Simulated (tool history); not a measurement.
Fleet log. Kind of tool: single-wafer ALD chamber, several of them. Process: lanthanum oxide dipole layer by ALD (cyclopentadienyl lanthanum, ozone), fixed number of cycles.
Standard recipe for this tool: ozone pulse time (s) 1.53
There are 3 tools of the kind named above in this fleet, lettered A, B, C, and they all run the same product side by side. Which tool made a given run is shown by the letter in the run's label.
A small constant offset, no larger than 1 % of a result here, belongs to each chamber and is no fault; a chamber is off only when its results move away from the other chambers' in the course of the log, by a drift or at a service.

run	hour	ozone pulse time (s)	read-back reference wafer on the same gauge, thickness_nm	mean film thickness on the monitor wafer (angstrom)
1B	3.2	1.53	0.61620	5.5327
2A	7.5	1.53	0.61603	5.5448
3C	10.6	1.53	0.61596	5.4671
4C	13.4	1.53	0.61627	5.4722
5A	17.5	1.53	0.61575	5.5156
6B	20.7	0.97	0.61550	4.9361
7B	23.2	0.97	0.61615	4.9441
8C	26.7	0.97	0.61599	4.9112
9A	29.3	1.53	0.61633	5.5071
10A	33.4	1.85	0.61551	5.6725
11B	37.4	1.85	0.61574	5.5996
12C	41.0	1.85	0.61603	5.5783
13C	44.6	1.53	0.61643	5.4699
14A	48.2	1.10	0.61636	5.1262
15B	50.9	1.10	0.61595	5.0378
16A	54.3	1.10	0.61613	5.1381
17C	57.5	1.53	0.61587	5.4953
18B	60.6	1.53	0.61646	5.4214
19A	63.2	1.53	0.61591	5.5124
20B	66.8	1.53	0.61612	5.4120
21C	70.4	1.34	0.61595	5.3854
22C	72.8	1.34	0.61643	5.3710
23B	75.1	1.34	0.61658	5.1995
24A	79.1	1.15	0.61658	5.2074

The same settings go to every chamber for the next run, one line per chamber below. Forecast the results for each:
25A	82.3	1.53		?
25B	82.3	1.53		?
25C	82.3	1.53		?

run	mean film thickness on the monitor wafer (angstrom)
25A	5.5014
25B	5.3276
25C	5.4640
